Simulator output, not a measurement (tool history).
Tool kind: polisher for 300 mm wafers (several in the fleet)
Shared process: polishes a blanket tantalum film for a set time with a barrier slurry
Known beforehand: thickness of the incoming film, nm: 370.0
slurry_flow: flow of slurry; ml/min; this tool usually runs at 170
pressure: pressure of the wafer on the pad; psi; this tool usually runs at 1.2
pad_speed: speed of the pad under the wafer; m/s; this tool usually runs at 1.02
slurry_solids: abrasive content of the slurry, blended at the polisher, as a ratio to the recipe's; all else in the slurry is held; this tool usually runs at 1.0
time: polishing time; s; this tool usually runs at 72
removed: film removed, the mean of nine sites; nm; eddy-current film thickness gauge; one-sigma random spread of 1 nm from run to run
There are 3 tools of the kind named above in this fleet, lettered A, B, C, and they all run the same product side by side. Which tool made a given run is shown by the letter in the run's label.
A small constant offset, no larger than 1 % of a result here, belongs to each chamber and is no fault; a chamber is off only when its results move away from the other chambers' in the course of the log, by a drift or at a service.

run	day	slurry_flow	pressure	pad_speed	slurry_solids	time	removed
1B	0.300	170	1.2	1.02	1.0	72	86.908
2A	0.533	170	1.2	1.02	1.0	72	87.744
# day 0.725: chamber A: worn pad replaced by a new one
3C	0.971	170	1.2	1.02	1.0	72	89.699
# day 1.296: chamber C: worn pad replaced by a new one
4B	1.412	170	1.2	1.02	1.0	72	85.158
5A	1.817	170	1.2	1.02	1.0	90	108.130
# day 1.962: chamber B: worn pad replaced by a new one
6C	2.033	170	1.2	1.02	1.0	90	107.820
# day 2.242: chamber B: slurry blender recalibrated
7A	2.262	170	1.2	1.02	1.0	90	110.280
# day 2.300: chamber A: slurry nozzle cleaned
8C	2.529	170	1.2	1.02	1.0	72	89.348
9B	2.954	170	1.2	1.02	1.0	72	88.371
10C	3.396	195	1.3	1.02	1.0	72	97.499
11A	3.696	195	1.3	1.02	1.0	72	96.714
# day 3.708: chamber C: worn pad replaced by a new one
# day 4.000: chamber A: worn pad replaced by a new one
12B	4.125	195	1.3	1.02	1.0	72	98.381
# day 4.321: chamber B: head pressure recalibrated
13B	4.450	170	1.2	1.02	1.0	72	86.329
# day 4.692: chamber C: slurry nozzle cleaned
14A	4.762	170	1.2	1.02	1.0	72	87.493
15C	5.108	170	1.2	1.02	1.0	72	87.757
16C	5.542	170	1.2	1.02	1.0	72	86.515
# day 5.625: chamber C: worn pad replaced by a new one
17A	5.817	170	1.2	1.02	1.0	72	87.417
# day 5.883: chamber B: worn pad replaced by a new one
18B	6.254	170	1.2	1.02	1.0	72	88.122
19C	6.554	170	1.2	1.02	1.0	72	88.792
20A	6.950	170	1.2	1.02	1.0	72	86.899
# day 7.062: chamber A: slurry blender recalibrated
21B	7.333	170	1.2	1.02	1.0	72	88.405
# day 7.550: chamber C: worn pad replaced by a new one
# day 7.612: chamber A: worn pad replaced by a new one
22A	7.650	170	1.2	1.02	1.0	72	86.947
23B	7.904	170	1.2	0.74	1.0	56	49.430
24C	8.375	170	1.2	0.74	1.0	56	49.661
25A	8.600	170	1.2	0.74	1.0	56	49.466
26C	8.838	170	1.2	1.02	1.0	72	89.694
# day 9.229: chamber B: worn pad replaced by a new one
27B	9.250	170	1.2	1.02	1.0	72	88.818
# day 9.288: chamber B: slurry blender recalibrated
28A	9.675	170	1.2	1.02	1.0	72	89.106
29B	9.900	170	1.2	1.02	1.0	63	76.912
# day 10.042: chamber C: worn pad replaced by a new one
30C	10.238	170	1.2	1.02	1.0	63	76.827
31C	10.550	170	1.2	1.02	1.0	63	75.962
32A	10.912	170	1.4	1.32	1.0	72	131.720
33B	11.250	170	1.4	1.32	1.0	72	133.430

All chambers now run identical settings, listed one chamber a line with results as question marks. What results will each chamber show?
34A	11.604	170	1.2	1.02	0.8	72	?
34B	11.604	170	1.2	1.02	0.8	72	?
34C	11.604	170	1.2	1.02	0.8	72	?

run	removed
34A	80.567
34B	81.312
34C	81.355

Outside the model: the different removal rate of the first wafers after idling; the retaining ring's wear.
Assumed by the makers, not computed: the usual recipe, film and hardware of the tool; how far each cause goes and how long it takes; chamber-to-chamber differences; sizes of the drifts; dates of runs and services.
